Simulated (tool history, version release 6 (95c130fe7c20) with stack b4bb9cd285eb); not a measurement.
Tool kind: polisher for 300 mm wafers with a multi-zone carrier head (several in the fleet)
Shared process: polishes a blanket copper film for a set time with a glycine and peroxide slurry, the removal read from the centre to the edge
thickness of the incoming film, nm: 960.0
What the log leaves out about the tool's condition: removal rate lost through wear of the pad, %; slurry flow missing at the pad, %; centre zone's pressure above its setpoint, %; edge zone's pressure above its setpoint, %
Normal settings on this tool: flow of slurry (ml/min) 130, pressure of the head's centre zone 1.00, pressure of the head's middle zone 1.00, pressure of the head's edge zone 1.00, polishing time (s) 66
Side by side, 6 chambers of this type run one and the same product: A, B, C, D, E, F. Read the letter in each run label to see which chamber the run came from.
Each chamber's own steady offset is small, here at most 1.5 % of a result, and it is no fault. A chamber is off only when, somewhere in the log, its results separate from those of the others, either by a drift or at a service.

run   hour  flow of slurry (ml/min)  pressure of the head's centre zone  pressure of the head's middle zone  pressure of the head's edge zone  polishing time (s)  wafers polished on this pad  hours since the slurry nozzle was cleaned  hours since the centre zone pressure was calibrated  hours since the edge zone pressure was calibrated  film removed at the wafer's centre (Å)  film removed at mid-radius (Å)  film removed at the wafer's edge (Å)
      10.6  -- chamber F: centre zone pressure recalibrated
 1E   13.6                      130                                1.00                                1.00                              1.00                  66                          436                                      319.1                                                 72.2                                               50.1                                  3650.2                          3606.8                                3654.0
      14.6  -- chamber B: worn pad replaced by a new one
 2F   21.6                      130                                1.00                                1.00                              1.00                  66                          416                                      270.7                                                 11.0                                              602.5                                  3704.7                          3633.7                                3611.8
      27.6  -- chamber A: worn pad replaced by a new one
 3C   34.1                      130                                1.00                                1.00                              1.00                  66                         1061                                       81.8                                                650.1                                              317.4                                  3630.5                          3671.5                                3691.4
      43.6  -- chamber D: worn pad replaced by a new one
 4D   47.5                      130                                1.00                                1.00                              1.00                  66                           33                                      152.1                                                204.6                                              210.2                                  3620.3                          3707.6                                3662.1
 5B   60.9                      105                                1.00                                1.00                              0.96                  66                          398                                      460.0                                                547.0                                              229.0                                  3458.3                          3430.8                                3567.2
      69.1  -- chamber C: worn pad replaced by a new one
      72.9  -- chamber B: centre zone pressure recalibrated
 6A   73.4                      105                                1.00                                1.00                              0.96                  66                          394                                      152.2                                                280.0                                              656.8                                  3416.2                          3475.9                                3407.7
 7B   81.2                      105                                1.00                                1.00                              0.96                  66                          573                                      480.3                                                  8.4                                              249.3                                  3487.1                          3444.7                                3389.4
      88.4  -- chamber E: worn pad replaced by a new one
 8C   92.8                      105                                1.00                                1.00                              0.96                  66                          203                                      140.5                                                708.8                                              376.1                                  3461.9                          3508.0                                3387.6
     104.6  -- chamber A: edge zone pressure recalibrated
 9F  108.2                      105                                1.00                                1.00                              0.96                  66                         1161                                      357.3                                                 97.6                                              689.1                                  3508.7                          3593.2                                3534.4
     114.5  -- chamber A: worn pad replaced by a new one
10E  118.5                      105                                1.00                                1.00                              0.96                  66                          258                                      424.0                                                177.1                                              155.0                                  3445.0                          3440.8                                3346.0
     120.2  -- chamber D: worn pad replaced by a new one
     120.4  -- chamber D: slurry nozzle cleaned
     122.3  -- chamber B: edge zone pressure recalibrated
11D  126.0                      130                                1.00                                1.00                              1.00                  66                           50                                        5.7                                                283.1                                              288.7                                  3619.4                          3590.1                                3631.0
     129.4  -- chamber B: slurry nozzle cleaned
     129.6  -- chamber A: slurry nozzle cleaned
     130.2  -- chamber B: worn pad replaced by a new one
12A  135.2                      130                                1.00                                1.00                              1.00                  66                          178                                        5.7                                                341.8                                               30.6                                  3622.2                          3605.9                                3637.9
13E  148.6                      130                                1.00                                1.00                              1.00                  66                          517                                      454.1                                                207.2                                              185.1                                  3734.8                          3674.9                                3506.0
     149.2  -- chamber F: worn pad replaced by a new one
     153.2  -- chamber D: centre zone pressure recalibrated
14C  158.3                      130                                1.00                                1.00                              1.00                  66                          767                                      206.0                                                774.3                                              441.6                                  3635.3                          3682.1                                3654.3
15D  169.9                      130                                1.00                                0.94                              0.89                  66                          428                                       49.6                                                 16.8                                              332.6                                  3699.3                          3474.4                                3486.8
16A  177.2                      130                                1.00                                0.94                              0.89                  66                          539                                       47.7                                                383.8                                               72.6                                  3630.8                          3441.8                                3436.5
17B  189.2                      130                                1.00                                0.94                              0.89                  66                          507                                       59.8                                                116.4                                               66.9                                  3721.9                          3453.1                                3485.5
     189.4  -- chamber D: worn pad replaced by a new one
     191.5  -- chamber A: worn pad replaced by a new one
18F  198.9                      130                                1.00                                0.94                              0.89                  66                          428                                      448.0                                                188.3                                              779.8                                  3690.6                          3507.2                                3445.4
19B  205.9                      130                                1.00                                0.94                              0.89                  66                          651                                       76.5                                                133.1                                               83.6                                  3724.7                          3430.1                                3438.5
     218.0  -- chamber E: worn pad replaced by a new one
20C  221.8                      130                                1.00                                0.94                              0.89                  66                         1313                                      269.5                                                837.8                                              505.1                                  3651.1                          3455.9                                3395.1
     226.2  -- chamber B: worn pad replaced by a new one
     226.3  -- chamber C: worn pad replaced by a new one
21A  229.9                      130                                1.00                                1.00                              1.00                  66                          331                                      100.4                                                436.5                                              125.3                                  3643.1                          3648.0                                3655.4
22F  240.7                      130                                1.00                                1.00                              1.00                  66                          787                                      489.8                                                230.1                                              821.6                                  3722.4                          3711.0                                3627.7
     247.8  -- chamber C: slurry nozzle cleaned
23D  254.2                      130                                1.00                                1.00                              1.00                  66                          557                                      133.9                                                101.1                                              416.9                                  3651.1                          3687.3                                3670.8
     265.1  -- chamber A: worn pad replaced by a new one
24E  267.4                      130                                1.00                                1.00                              1.00                  66                          425                                      572.9                                                326.0                                              303.9                                  3671.1                          3682.2                                3604.9
     270.2  -- chamber E: centre zone pressure recalibrated
     274.1  -- chamber D: worn pad replaced by a new one
     274.5  -- chamber C: centre zone pressure recalibrated
25F  276.8                      130                                0.92                                0.96                              1.00                  66                         1098                                      525.9                                                266.2                                              857.7                                  3366.0                          3588.8                                3605.0
26E  284.0                      130                                0.92                                0.96                              1.00                  66                          567                                      589.5                                                 13.9                                              320.5                                  3381.2                          3521.5                                3612.5
     289.2  -- chamber F: worn pad replaced by a new one
27B  292.8                      130                                0.92                                0.96                              1.00                  66                          573                                      163.4                                                220.0                                              170.5                                  3404.9                          3525.3                                3679.0
28D  302.7                      130                                0.92                                0.96                              1.00                  66                          246                                      182.4                                                149.6                                              465.4                                  3373.5                          3609.2                                3638.9
29A  318.0                      130                                0.92                                0.96                              1.00                  66                          455                                      188.5                                                524.6                                              213.4                                  3361.4                          3492.1                                3650.8
     321.5  -- chamber B: worn pad replaced by a new one
30C  328.0                      130                                0.92                                0.96                              1.00                  66                          875                                       80.2                                                 53.5                                              611.3                                  3332.2                          3579.5                                3586.2
     335.1  -- chamber E: worn pad replaced by a new one
31C  341.0                      130                                1.00                                1.00                              1.00                  66                          987                                       93.2                                                 66.5                                              624.3                                  3641.6                          3649.3                                3636.2
32B  350.3                      130                                1.00                                1.00                              1.00                  66                          248                                      220.9                                                277.5                                              228.0                                  3795.0                          3592.4                                3710.6
     352.1  -- chamber A: worn pad replaced by a new one
     354.3  -- chamber D: worn pad replaced by a new one
33D  359.1                      130                                1.00                                1.00                              1.00                  66                           41                                      238.8                                                206.0                                              521.8                                  3634.4                          3677.0                                3621.6
     367.4  -- chamber D: slurry nozzle cleaned
34E  368.0                      130                                1.00                                1.00                              1.00                  66                          283                                      673.5                                                 97.9                                              404.5                                  3607.6                          3693.7                                3660.9
     368.8  -- chamber F: centre zone pressure recalibrated
35F  376.7                      130                                1.00                                1.00                              1.00                  66                          752                                      625.8                                                  8.0                                              957.6                                  3689.6                          3710.0                                3702.5
36A  390.8                      130                                1.00                                1.00                              1.00                  66                          333                                      261.3                                                597.4                                              286.2                                  3680.0                          3629.1                                3633.3
37D  398.0                      130                                1.00                                1.00                              1.00                  66                          376                                       30.6                                                244.9                                              560.7                                  3660.4                          3690.5                                3642.0

What goes on in this fleet: one chamber off, a drifting gauge, or nothing beyond the chambers' own small offsets? Name the chamber and the cause, if any.

Neither any chamber nor the gauge drifts; the chambers differ only by their own small, steady offsets.

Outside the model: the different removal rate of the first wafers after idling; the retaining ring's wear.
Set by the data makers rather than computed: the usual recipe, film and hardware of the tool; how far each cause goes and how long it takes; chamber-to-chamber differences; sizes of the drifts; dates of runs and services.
